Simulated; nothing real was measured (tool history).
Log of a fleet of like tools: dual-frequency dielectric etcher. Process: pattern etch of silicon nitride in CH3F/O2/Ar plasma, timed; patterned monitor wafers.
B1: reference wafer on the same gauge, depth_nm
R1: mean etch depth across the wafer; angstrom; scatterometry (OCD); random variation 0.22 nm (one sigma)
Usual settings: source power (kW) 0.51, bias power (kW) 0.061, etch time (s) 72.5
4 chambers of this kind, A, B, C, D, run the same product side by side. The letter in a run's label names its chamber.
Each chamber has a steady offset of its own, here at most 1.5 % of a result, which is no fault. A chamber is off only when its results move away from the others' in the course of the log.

{"run": "1B", "hour": 7.8, "source power (kW)": 0.51, "bias power (kW)": 0.061, "etch time (s)": 72.5, "B1": 47.516, "R1": 529.62}
{"run": "2D", "hour": 16.6, "source power (kW)": 0.51, "bias power (kW)": 0.061, "etch time (s)": 72.5, "B1": 47.545, "R1": 529.59}
{"run": "3C", "hour": 24.2, "source power (kW)": 0.51, "bias power (kW)": 0.061, "etch time (s)": 72.5, "B1": 47.496, "R1": 534.19}
{"run": "4A", "hour": 36.2, "source power (kW)": 0.51, "bias power (kW)": 0.061, "etch time (s)": 72.5, "B1": 47.568, "R1": 522.35}
{"run": "5A", "hour": 43.9, "source power (kW)": 0.51, "bias power (kW)": 0.061, "etch time (s)": 72.5, "B1": 47.567, "R1": 522.61}
{"run": "6C", "hour": 50.2, "source power (kW)": 0.51, "bias power (kW)": 0.061, "etch time (s)": 72.5, "B1": 47.516, "R1": 536.74}
{"hour": 58.8, "done": "chamber B: wet clean of the chamber"}
{"run": "7B", "hour": 59.6, "source power (kW)": 0.51, "bias power (kW)": 0.061, "etch time (s)": 72.5, "B1": 47.522, "R1": 521.86}
{"run": "8D", "hour": 66.1, "source power (kW)": 0.51, "bias power (kW)": 0.061, "etch time (s)": 72.5, "B1": 47.52, "R1": 528.77}
{"hour": 67.1, "done": "chamber C: wet clean of the chamber"}
{"run": "9D", "hour": 77.5, "source power (kW)": 0.46, "bias power (kW)": 0.061, "etch time (s)": 79, "B1": 47.514, "R1": 553.77}
{"run": "10C", "hour": 87.4, "source power (kW)": 0.46, "bias power (kW)": 0.061, "etch time (s)": 79, "B1": 47.497, "R1": 563.48}
{"run": "11A", "hour": 95.2, "source power (kW)": 0.46, "bias power (kW)": 0.061, "etch time (s)": 79, "B1": 47.487, "R1": 549.8}
{"run": "12B", "hour": 104.1, "source power (kW)": 0.46, "bias power (kW)": 0.061, "etch time (s)": 79, "B1": 47.506, "R1": 546.72}
{"run": "13B", "hour": 109.3, "source power (kW)": 0.51, "bias power (kW)": 0.061, "etch time (s)": 82.5, "B1": 47.543, "R1": 597.73}
{"run": "14D", "hour": 118.2, "source power (kW)": 0.51, "bias power (kW)": 0.061, "etch time (s)": 82.5, "B1": 47.499, "R1": 598.97}
{"run": "15A", "hour": 126.5, "source power (kW)": 0.51, "bias power (kW)": 0.061, "etch time (s)": 82.5, "B1": 47.512, "R1": 595.7}
{"run": "16C", "hour": 137.9, "source power (kW)": 0.51, "bias power (kW)": 0.061, "etch time (s)": 82.5, "B1": 47.564, "R1": 607.4}
{"run": "17D", "hour": 146.5, "source power (kW)": 0.46, "bias power (kW)": 0.061, "etch time (s)": 89.5, "B1": 47.49, "R1": 625.74}
{"run": "18B", "hour": 156.2, "source power (kW)": 0.46, "bias power (kW)": 0.061, "etch time (s)": 89.5, "B1": 47.503, "R1": 625.67}
{"run": "19A", "hour": 163.8, "source power (kW)": 0.46, "bias power (kW)": 0.061, "etch time (s)": 89.5, "B1": 47.522, "R1": 620.65}
{"run": "20C", "hour": 172.3, "source power (kW)": 0.46, "bias power (kW)": 0.061, "etch time (s)": 89.5, "B1": 47.501, "R1": 635.1}
{"run": "21C", "hour": 183.4, "source power (kW)": 0.51, "bias power (kW)": 0.061, "etch time (s)": 72.5, "B1": 47.52, "R1": 538.7}
{"run": "22B", "hour": 193.1, "source power (kW)": 0.51, "bias power (kW)": 0.061, "etch time (s)": 72.5, "B1": 47.474, "R1": 521.26}
{"run": "23A", "hour": 204.6, "source power (kW)": 0.51, "bias power (kW)": 0.072, "etch time (s)": 72.5, "B1": 47.495, "R1": 555.62}
{"run": "24D", "hour": 212.6, "source power (kW)": 0.51, "bias power (kW)": 0.072, "etch time (s)": 72.5, "B1": 47.513, "R1": 559.61}
{"run": "25D", "hour": 220.8, "source power (kW)": 0.51, "bias power (kW)": 0.072, "etch time (s)": 72.5, "B1": 47.492, "R1": 550.94}
{"run": "26C", "hour": 226.4, "source power (kW)": 0.51, "bias power (kW)": 0.072, "etch time (s)": 72.5, "B1": 47.505, "R1": 561.06}
{"run": "27B", "hour": 234.1, "source power (kW)": 0.51, "bias power (kW)": 0.061, "etch time (s)": 72.5, "B1": 47.471, "R1": 526.81}
{"run": "28A", "hour": 241.8, "source power (kW)": 0.51, "bias power (kW)": 0.061, "etch time (s)": 72.5, "B1": 47.509, "R1": 524.55}
{"run": "29C", "hour": 249.3, "source power (kW)": 0.51, "bias power (kW)": 0.061, "etch time (s)": 72.5, "B1": 47.517, "R1": 538.54}
{"run": "30D", "hour": 257.3, "source power (kW)": 0.51, "bias power (kW)": 0.061, "etch time (s)": 72.5, "B1": 47.5, "R1": 527.55}
{"run": "31B", "hour": 263.3, "source power (kW)": 0.51, "bias power (kW)": 0.061, "etch time (s)": 72.5, "B1": 47.459, "R1": 523.49}
{"run": "32A", "hour": 272.3, "source power (kW)": 0.59, "bias power (kW)": 0.05, "etch time (s)": 72.5, "B1": 47.5, "R1": 518.32}
{"run": "33B", "hour": 281.5, "source power (kW)": 0.59, "bias power (kW)": 0.05, "etch time (s)": 72.5, "B1": 47.525, "R1": 520.17}
{"run": "34A", "hour": 293.3, "source power (kW)": 0.59, "bias power (kW)": 0.05, "etch time (s)": 72.5, "B1": 47.496, "R1": 523.42}
{"run": "35C", "hour": 303.7, "source power (kW)": 0.59, "bias power (kW)": 0.05, "etch time (s)": 72.5, "B1": 47.49, "R1": 530.43}
{"hour": 307.8, "done": "chamber D: wet clean of the chamber"}
{"run": "36D", "hour": 309.1, "source power (kW)": 0.51, "bias power (kW)": 0.061, "etch time (s)": 72.5, "B1": 47.541, "R1": 527.2}
{"run": "37D", "hour": 318.8, "source power (kW)": 0.47, "bias power (kW)": 0.053, "etch time (s)": 72.5, "B1": 47.542, "R1": 488.62}

Next, every chamber runs the same settings. What will each give?
{"run": "38A", "hour": 327.4, "source power (kW)": 0.51, "bias power (kW)": 0.061, "etch time (s)": 58, "R1": "?"}
{"run": "38B", "hour": 327.4, "source power (kW)": 0.51, "bias power (kW)": 0.061, "etch time (s)": 58, "R1": "?"}
{"run": "38C", "hour": 327.4, "source power (kW)": 0.51, "bias power (kW)": 0.061, "etch time (s)": 58, "R1": "?"}
{"run": "38D", "hour": 327.4, "source power (kW)": 0.51, "bias power (kW)": 0.061, "etch time (s)": 58, "R1": "?"}

run=38A R1=418.95
run=38B R1=421.24
run=38C R1=427.81
run=38D R1=425.57
